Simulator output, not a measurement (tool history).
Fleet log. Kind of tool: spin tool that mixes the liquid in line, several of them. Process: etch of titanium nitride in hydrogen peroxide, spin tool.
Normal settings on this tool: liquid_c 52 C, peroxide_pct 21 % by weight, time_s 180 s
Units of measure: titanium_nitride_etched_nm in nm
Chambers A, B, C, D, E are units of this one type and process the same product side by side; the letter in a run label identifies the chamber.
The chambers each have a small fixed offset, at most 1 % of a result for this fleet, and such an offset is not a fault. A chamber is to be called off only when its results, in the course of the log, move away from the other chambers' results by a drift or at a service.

| run | hour | liquid_c | peroxide_pct | time_s | hours since the thermometer was replaced | hours since the peroxide flow meter was replaced | hours since the heated supply line was repaired | hours since the drum of peroxide was connected | read-back film thickness of the titanium nitride reference wafer, read on the same gauge (nm) | titanium_nitride_etched_nm |
|---|---|---|---|---|---|---|---|---|---|---|
| 1C | 3.8 | 52 | 21 | 180 | 975.5 | 418.2 | 2064.4 | 284.8 | 129.99 | 7.8376 |
| 2D | 8.5 | 52 | 21 | 180 | 795.1 | 265.1 | 1011.6 | 76.9 | 130.03 | 7.5493 |
| 3E | 11.3 | 52 | 21 | 180 | 665 | 76.9 | 695.1 | 683.7 | 129.96 | 7.7904 |
| 4A | 13.9 | 52 | 21 | 180 | 335.7 | 840.1 | 999.7 | 516.2 | 129.99 | 7.6888 |
| 5B | 18 | 52 | 21 | 180 | 52.7 | 1126.6 | 583.4 | 149.1 | 130.03 | 7.5916 |
| 6D | 22.4 | 60 | 21 | 135 | 809 | 279 | 1025.5 | 90.8 | 129.99 | 10.106 |
| 7B | 24.7 | 60 | 21 | 135 | 59.4 | 1133.3 | 590.1 | 155.8 | 129.99 | 10.162 |
| 8C | 28.3 | 60 | 21 | 135 | 1000 | 442.7 | 2088.9 | 309.3 | 130.02 | 10.096 |
| 9E | 33.1 | 60 | 21 | 135 | 686.8 | 98.7 | 716.9 | 705.5 | 130.01 | 10.409 |
| 10A | 37.4 | 60 | 21 | 135 | 359.2 | 863.6 | 1023.2 | 539.7 | 129.96 | 10.123 |
| 11B | 41.4 | 48.5 | 21 | 180 | 76.1 | 1150 | 606.8 | 172.5 | 130 | 6.0583 |
| 12A | 44.6 | 48.5 | 21 | 180 | 366.4 | 870.8 | 1030.4 | 546.9 | 129.97 | 6.0511 |
| 13D | 47.1 | 48.5 | 21 | 180 | 833.7 | 303.7 | 1050.2 | 115.5 | 129.99 | 6.0076 |
|  | 50.2 | chamber E: heated supply line repaired |
| 14C | 51.4 | 48.5 | 21 | 180 | 1023.1 | 465.8 | 2112 | 332.4 | 129.99 | 5.9557 |
| 15E | 54.2 | 48.5 | 21 | 180 | 707.9 | 119.8 | 4.1 | 726.6 | 129.99 | 6.0671 |
| 16E | 57.8 | 52 | 21 | 180 | 711.5 | 123.4 | 7.7 | 730.2 | 129.98 | 7.778 |
| 17B | 62.7 | 52 | 21 | 180 | 97.4 | 1171.3 | 628.1 | 193.8 | 130.01 | 7.745 |
| 18A | 65.2 | 52 | 21 | 180 | 387 | 891.4 | 1051 | 567.5 | 129.99 | 7.6792 |
| 19D | 69.9 | 52 | 21 | 180 | 856.5 | 326.5 | 1073 | 138.3 | 129.99 | 7.7816 |
| 20C | 72.5 | 52 | 21 | 180 | 1044.2 | 486.9 | 2133.1 | 353.5 | 130 | 7.676 |
| 21D | 77.3 | 52 | 21 | 180 | 863.9 | 333.9 | 1080.4 | 145.7 | 129.95 | 7.6845 |
| 22B | 79.6 | 52 | 21 | 180 | 114.3 | 1188.2 | 645 | 210.7 | 129.99 | 7.71 |
| 23A | 81.8 | 52 | 21 | 180 | 403.6 | 908 | 1067.6 | 584.1 | 129.95 | 7.8236 |
| 24C | 86.5 | 60.5 | 21 | 180 | 1058.2 | 500.9 | 2147.1 | 367.5 | 130.01 | 14.056 |
| 25E | 89.2 | 60.5 | 21 | 180 | 742.9 | 154.8 | 39.1 | 761.6 | 130.01 | 13.871 |
| 26C | 93.9 | 60.5 | 21 | 180 | 1065.6 | 508.3 | 2154.5 | 374.9 | 130 | 13.998 |
| 27D | 97.3 | 60.5 | 21 | 180 | 883.9 | 353.9 | 1100.4 | 165.7 | 130.02 | 13.883 |
| 28B | 101.8 | 60.5 | 21 | 180 | 136.5 | 1210.4 | 667.2 | 232.9 | 130.01 | 14.001 |
| 29A | 105 | 52 | 21 | 180 | 426.8 | 931.2 | 1090.8 | 607.3 | 130.01 | 7.7762 |
| 30E | 109.3 | 52 | 21 | 180 | 763 | 174.9 | 59.2 | 781.7 | 130.04 | 7.9061 |
| 31D | 111.8 | 52 | 21 | 180 | 898.4 | 368.4 | 1114.9 | 180.2 | 129.99 | 7.8036 |
| 32B | 114.3 | 52 | 26.5 | 180 | 149 | 1222.9 | 679.7 | 245.4 | 129.99 | 8.0869 |
| 33A | 117.5 | 52 | 26.5 | 180 | 439.3 | 943.7 | 1103.3 | 619.8 | 130 | 8.1209 |
| 34E | 122.3 | 52 | 26.5 | 180 | 776 | 187.9 | 72.2 | 794.7 | 130.01 | 8.1767 |
| 35C | 125.1 | 52 | 26.5 | 180 | 1096.8 | 539.5 | 2185.7 | 406.1 | 129.98 | 8.1047 |
| 36C | 127.4 | 52 | 26.5 | 180 | 1099.1 | 541.8 | 2188 | 408.4 | 129.98 | 8.1293 |
| 37B | 130 | 52 | 16.5 | 180 | 164.7 | 1238.6 | 695.4 | 261.1 | 130.02 | 7.3498 |
| 38D | 132.7 | 52 | 16.5 | 180 | 919.3 | 389.3 | 1135.8 | 201.1 | 129.96 | 7.4725 |
| 39E | 136.5 | 52 | 16.5 | 180 | 790.2 | 202.1 | 86.4 | 808.9 | 129.98 | 7.4082 |
| 40A | 140 | 52 | 16.5 | 180 | 461.8 | 966.2 | 1125.8 | 642.3 | 129.99 | 7.2769 |

Each of the 5 chambers runs these same settings next. Fill in every chamber's results:
| 41A | 143.6 | 52 | 21 | 180 |  |  |  |  |  | ? |
| 41B | 143.6 | 52 | 21 | 180 |  |  |  |  |  | ? |
| 41C | 143.6 | 52 | 21 | 180 |  |  |  |  |  | ? |
| 41D | 143.6 | 52 | 21 | 180 |  |  |  |  |  | ? |
| 41E | 143.6 | 52 | 21 | 180 |  |  |  |  |  | ? |

| run | titanium_nitride_etched_nm |
|---|---|
| 41A | 7.7619 |
| 41B | 7.6194 |
| 41C | 7.7984 |
| 41D | 7.8661 |
| 41E | 7.8139 |
